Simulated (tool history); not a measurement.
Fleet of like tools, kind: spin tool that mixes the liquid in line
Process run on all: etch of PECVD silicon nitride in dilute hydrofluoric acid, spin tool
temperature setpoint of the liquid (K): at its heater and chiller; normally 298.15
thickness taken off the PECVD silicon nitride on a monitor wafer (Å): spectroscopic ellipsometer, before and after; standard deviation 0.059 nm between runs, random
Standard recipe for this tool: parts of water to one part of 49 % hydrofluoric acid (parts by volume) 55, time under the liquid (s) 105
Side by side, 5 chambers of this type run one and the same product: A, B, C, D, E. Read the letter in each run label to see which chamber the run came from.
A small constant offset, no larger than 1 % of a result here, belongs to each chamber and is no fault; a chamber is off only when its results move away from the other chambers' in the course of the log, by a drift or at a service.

| run | day | temperature setpoint of the liquid (K) | parts of water to one part of 49 % hydrofluoric acid (parts by volume) | time under the liquid (s) | hours since the thermometer was replaced | hours since the hydrofluoric acid flow meter was replaced | read-back film thickness of the PECVD silicon nitride reference wafer, read on the same gauge (nm) | thickness taken off the PECVD silicon nitride on a monitor wafer (Å) |
|---|---|---|---|---|---|---|---|---|
| 1B | 0.546 | 298.15 | 55 | 105 | 1157.0 | 1091.9 | 100.060 | 76.499 |
| 2E | 1.167 | 298.15 | 55 | 105 | 108.7 | 425.6 | 99.986 | 75.595 |
| 3D | 1.488 | 298.15 | 55 | 105 | 461.7 | 2027.1 | 100.020 | 76.453 |
|  | 1.608 | chamber D: thermometer replaced |
|  | 2.000 | chamber B: thermometer replaced |
| 4A | 2.000 | 298.15 | 55 | 105 | 648.8 | 968.4 | 100.040 | 76.446 |
| 5C | 2.367 | 298.15 | 55 | 105 | 331.6 | 221.5 | 100.080 | 75.208 |
| 6B | 2.975 | 298.15 | 55 | 105 | 23.5 | 1150.2 | 100.000 | 75.880 |
| 7E | 3.288 | 298.15 | 55 | 105 | 159.6 | 476.5 | 99.989 | 74.026 |
| 8D | 3.650 | 298.15 | 55 | 105 | 49.1 | 2079.0 | 100.030 | 75.231 |
| 9A | 4.017 | 298.15 | 55 | 105 | 697.2 | 1016.8 | 99.978 | 75.426 |
| 10C | 4.375 | 298.15 | 55 | 105 | 379.8 | 269.7 | 99.932 | 76.731 |
| 11C | 5.046 | 302.15 | 55 | 105 | 395.9 | 285.8 | 99.990 | 99.035 |
| 12E | 5.379 | 302.15 | 55 | 105 | 209.8 | 526.7 | 100.000 | 96.689 |
| 13D | 5.733 | 302.15 | 55 | 105 | 99.1 | 2129.0 | 100.030 | 98.110 |
| 14A | 6.096 | 302.15 | 55 | 105 | 747.1 | 1066.7 | 100.010 | 99.748 |
|  | 6.292 | chamber D: hydrofluoric acid flow meter replaced |
| 15B | 6.450 | 302.15 | 55 | 105 | 106.9 | 1233.6 | 99.992 | 99.071 |
| 16C | 6.938 | 298.15 | 55 | 105 | 441.3 | 331.2 | 99.987 | 77.310 |
| 17D | 7.358 | 298.15 | 45 | 105 | 138.1 | 25.7 | 100.020 | 92.031 |
| 18A | 7.908 | 298.15 | 45 | 105 | 790.6 | 1110.2 | 99.950 | 93.274 |
| 19B | 8.325 | 298.15 | 45 | 105 | 151.9 | 1278.6 | 99.956 | 93.645 |
| 20E | 8.838 | 298.15 | 45 | 105 | 292.8 | 609.7 | 99.977 | 91.517 |
| 21E | 9.196 | 298.15 | 45 | 105 | 301.4 | 618.3 | 100.060 | 92.624 |
| 22B | 9.871 | 298.15 | 55 | 105 | 189.0 | 1315.7 | 100.010 | 76.022 |
| 23D | 10.167 | 298.15 | 55 | 105 | 205.5 | 93.1 | 99.986 | 76.257 |
| 24A | 10.829 | 298.15 | 55 | 105 | 860.7 | 1180.3 | 100.010 | 76.024 |
| 25C | 11.450 | 298.15 | 55 | 105 | 549.6 | 439.5 | 99.993 | 76.532 |
|  | 11.496 | chamber A: hydrofluoric acid flow meter replaced |
|  | 11.854 | chamber B: hydrofluoric acid flow meter replaced |
| 26C | 12.000 | 298.15 | 55 | 105 | 562.8 | 452.7 | 100.000 | 76.901 |
| 27A | 12.338 | 298.15 | 55 | 105 | 896.9 | 20.3 | 99.988 | 76.499 |
| 28B | 12.879 | 294.15 | 55 | 105 | 261.2 | 24.7 | 100.020 | 57.319 |
| 29D | 13.171 | 294.15 | 55 | 105 | 277.6 | 165.2 | 100.010 | 57.544 |
| 30E | 13.558 | 294.15 | 55 | 105 | 406.1 | 723.0 | 99.981 | 57.476 |
| 31E | 13.975 | 294.15 | 55 | 105 | 416.1 | 733.0 | 100.020 | 58.037 |
| 32A | 14.433 | 294.15 | 55 | 105 | 947.2 | 70.6 | 99.974 | 58.536 |
| 33D | 14.958 | 298.15 | 55 | 105 | 320.5 | 208.1 | 99.968 | 76.537 |
| 34B | 15.508 | 298.15 | 55 | 105 | 324.3 | 87.8 | 100.040 | 75.200 |
| 35C | 16.092 | 298.15 | 55 | 105 | 661.0 | 550.9 | 100.040 | 76.850 |
|  | 16.433 | chamber E: thermometer replaced |
| 36E | 16.533 | 298.15 | 55 | 105 | 2.4 | 794.4 | 100.010 | 74.984 |
| 37B | 16.867 | 298.15 | 55 | 105 | 356.9 | 120.4 | 99.987 | 74.908 |
| 38C | 17.475 | 298.15 | 55 | 105 | 694.2 | 584.1 | 99.995 | 76.279 |
| 39A | 17.925 | 298.15 | 55 | 105 | 1031.0 | 154.4 | 99.955 | 77.622 |
| 40D | 18.475 | 298.15 | 55 | 105 | 404.9 | 292.5 | 99.994 | 75.405 |
| 41A | 19.033 | 298.15 | 55 | 105 | 1057.6 | 181.0 | 99.984 | 75.944 |
| 42E | 19.408 | 298.15 | 55 | 105 | 71.4 | 863.4 | 100.010 | 75.932 |

Predict what each chamber gives when all 5 of them run the settings below next.
| 43A | 19.896 | 298.15 | 55 | 40 |  |  |  | ? |
| 43B | 19.896 | 298.15 | 55 | 40 |  |  |  | ? |
| 43C | 19.896 | 298.15 | 55 | 40 |  |  |  | ? |
| 43D | 19.896 | 298.15 | 55 | 40 |  |  |  | ? |
| 43E | 19.896 | 298.15 | 55 | 40 |  |  |  | ? |

| run | thickness taken off the PECVD silicon nitride on a monitor wafer (Å) |
|---|---|
| 43A | 29.132 |
| 43B | 29.031 |
| 43C | 29.063 |
| 43D | 29.169 |
| 43E | 29.075 |

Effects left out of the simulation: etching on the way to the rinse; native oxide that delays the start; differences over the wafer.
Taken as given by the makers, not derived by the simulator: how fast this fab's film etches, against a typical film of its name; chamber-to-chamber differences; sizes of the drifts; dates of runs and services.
